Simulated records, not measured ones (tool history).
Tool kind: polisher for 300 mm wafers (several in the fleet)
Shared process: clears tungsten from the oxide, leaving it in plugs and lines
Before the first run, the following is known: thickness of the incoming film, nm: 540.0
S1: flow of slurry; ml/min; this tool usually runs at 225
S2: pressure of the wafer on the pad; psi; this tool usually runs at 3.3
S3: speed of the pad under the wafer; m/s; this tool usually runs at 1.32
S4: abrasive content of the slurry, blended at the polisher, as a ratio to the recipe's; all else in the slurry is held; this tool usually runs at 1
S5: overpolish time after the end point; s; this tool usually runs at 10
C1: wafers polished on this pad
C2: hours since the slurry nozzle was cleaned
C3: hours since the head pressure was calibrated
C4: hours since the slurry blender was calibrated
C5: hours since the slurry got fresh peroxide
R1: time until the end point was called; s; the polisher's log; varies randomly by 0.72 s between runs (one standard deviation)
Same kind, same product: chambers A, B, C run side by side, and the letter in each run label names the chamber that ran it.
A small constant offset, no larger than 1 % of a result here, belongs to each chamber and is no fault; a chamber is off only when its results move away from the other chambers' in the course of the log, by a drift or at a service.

run 1B day=0.246 | S1=225 S2=3.3 S3=1.32 S4=1 S5=10 | C1=254 C2=308.7 C3=422.5 C4=196.4 C5=110.5 | R1=82.212
-- day=0.458 chamber C: worn pad replaced by a new one
run 2C day=0.542 | S1=225 S2=3.3 S3=1.32 S4=1 S5=10 | C1=16 C2=788.8 C3=667.3 C4=32.1 C5=79.6 | R1=83.582
run 3A day=0.838 | S1=225 S2=3.3 S3=1.32 S4=1 S5=10 | C1=286 C2=192 C3=1154.2 C4=477.6 C5=101.8 | R1=84.864
run 4B day=1.021 | S1=225 S2=3.3 S3=1.32 S4=1 S5=10 | C1=405 C2=327.3 C3=441.1 C4=215 C5=129.1 | R1=81.755
run 5A day=1.25 | S1=225 S2=3.3 S3=1.32 S4=1 S5=10 | C1=366 C2=201.9 C3=1164.1 C4=487.5 C5=111.7 | R1=83.326
run 6C day=1.592 | S1=225 S2=3.3 S3=1.32 S4=1 S5=10 | C1=221 C2=814 C3=692.5 C4=57.3 C5=104.8 | R1=82.986
run 7B day=1.788 | S1=225 S2=3.3 S3=1.32 S4=1 S5=10 | C1=554 C2=345.7 C3=459.5 C4=233.4 C5=147.5 | R1=82.013
run 8C day=1.996 | S1=225 S2=3.3 S3=1.32 S4=1 S5=10 | C1=300 C2=823.7 C3=702.2 C4=67 C5=114.5 | R1=82.041
-- day=2.138 chamber A: slurry blender recalibrated
-- day=2.304 chamber B: head pressure recalibrated
run 9A day=2.333 | S1=225 S2=3.3 S3=1.32 S4=1 S5=10 | C1=577 C2=227.9 C3=1190.1 C4=4.8 C5=137.7 | R1=82.45
-- day=2.408 chamber C: slurry nozzle cleaned
-- day=2.421 chamber C: slurry tank refilled with fresh slurry and peroxide
run 10B day=2.562 | S1=225 S2=3.3 S3=1.32 S4=1 S5=10 | C1=706 C2=364.3 C3=6.3 C4=252 C5=166.1 | R1=83.347
run 11A day=2.796 | S1=225 S2=3.3 S3=1.32 S4=1 S5=10 | C1=668 C2=239 C3=1201.2 C4=15.9 C5=148.8 | R1=82.956
run 12C day=3.083 | S1=225 S2=3.3 S3=1.32 S4=1 S5=10 | C1=512 C2=16.3 C3=728.3 C4=93.1 C5=15.9 | R1=82.776
-- day=3.167 chamber A: worn pad replaced by a new one
run 13A day=3.388 | S1=225 S2=3.3 S3=1.32 S4=1 S5=10 | C1=43 C2=253.2 C3=1215.4 C4=30.1 C5=163 | R1=83.364
run 14B day=3.725 | S1=225 S2=3.3 S3=1.32 S4=1 S5=10 | C1=932 C2=392.2 C3=34.2 C4=279.9 C5=194 | R1=84.141
run 15C day=3.892 | S1=225 S2=3.3 S3=1.32 S4=1 S5=10 | C1=670 C2=35.7 C3=747.7 C4=112.5 C5=35.3 | R1=82.19
-- day=3.958 chamber A: head pressure recalibrated
-- day=4 chamber B: slurry tank refilled with fresh slurry and peroxide
-- day=4.021 chamber A: slurry tank refilled with fresh slurry and peroxide
run 16C day=4.233 | S1=225 S2=3.3 S3=1.32 S4=1 S5=10 | C1=737 C2=43.9 C3=755.9 C4=120.7 C5=43.5 | R1=82.142
run 17B day=4.408 | S1=225 S2=3.3 S3=1.32 S4=1 S5=10 | C1=1066 C2=408.6 C3=50.6 C4=296.3 C5=9.8 | R1=84.142
-- day=4.692 chamber B: slurry blender recalibrated
run 18A day=4.738 | S1=225 S2=3.3 S3=1.32 S4=1 S5=10 | C1=306 C2=285.6 C3=18.7 C4=62.5 C5=17.2 | R1=81.315
run 19B day=5.108 | S1=225 S2=3.3 S3=1.18 S4=1 S5=10 | C1=1202 C2=425.4 C3=67.4 C4=10.1 C5=26.6 | R1=94.917
run 20C day=5.312 | S1=225 S2=3.3 S3=1.18 S4=1 S5=10 | C1=947 C2=69.8 C3=781.8 C4=146.6 C5=69.4 | R1=91.942
run 21A day=5.592 | S1=225 S2=3.3 S3=1.18 S4=1 S5=10 | C1=473 C2=306.1 C3=39.2 C4=83 C5=37.7 | R1=92.217
run 22B day=5.846 | S1=225 S2=3.3 S3=1.32 S4=1.3 S5=14 | C1=1346 C2=443.1 C3=85.1 C4=27.8 C5=44.3 | R1=79.909
-- day=5.929 chamber C: worn pad replaced by a new one
run 23A day=6.158 | S1=225 S2=3.3 S3=1.32 S4=1.3 S5=14 | C1=583 C2=319.7 C3=52.8 C4=96.6 C5=51.3 | R1=78.271
-- day=6.304 chamber A: worn pad replaced by a new one
run 24C day=6.517 | S1=225 S2=3.3 S3=1.32 S4=1.3 S5=14 | C1=115 C2=98.7 C3=810.7 C4=175.5 C5=98.3 | R1=77.476
run 25C day=6.829 | S1=300 S2=4.1 S3=1.32 S4=1 S5=10 | C1=176 C2=106.2 C3=818.2 C4=183 C5=105.8 | R1=63.934
run 26B day=6.996 | S1=300 S2=4.1 S3=1.32 S4=1 S5=10 | C1=1570 C2=470.7 C3=112.7 C4=55.4 C5=71.9 | R1=67.64
run 27A day=7.338 | S1=300 S2=4.1 S3=1.32 S4=1 S5=10 | C1=202 C2=348 C3=81.1 C4=124.9 C5=79.6 | R1=65.382
run 28C day=7.533 | S1=225 S2=3.3 S3=1.32 S4=1 S5=10 | C1=313 C2=123.1 C3=835.1 C4=199.9 C5=122.7 | R1=83.046
-- day=7.662 chamber B: slurry nozzle cleaned
run 29B day=7.783 | S1=225 S2=3.3 S3=1.32 S4=1 S5=10 | C1=1724 C2=3 C3=131.6 C4=74.3 C5=90.8 | R1=87.266

Next, all 3 chambers run the settings below, one line each with question marks for the results. What does each chamber give?
run 30A day=8.05 | S1=225 S2=3.3 S3=1.32 S4=1 S5=10 | R1=?
run 30B day=8.05 | S1=225 S2=3.3 S3=1.32 S4=1 S5=10 | R1=?
run 30C day=8.05 | S1=225 S2=3.3 S3=1.32 S4=1 S5=10 | R1=?

run=30A R1=83.388
run=30B R1=86.073
run=30C R1=82.915

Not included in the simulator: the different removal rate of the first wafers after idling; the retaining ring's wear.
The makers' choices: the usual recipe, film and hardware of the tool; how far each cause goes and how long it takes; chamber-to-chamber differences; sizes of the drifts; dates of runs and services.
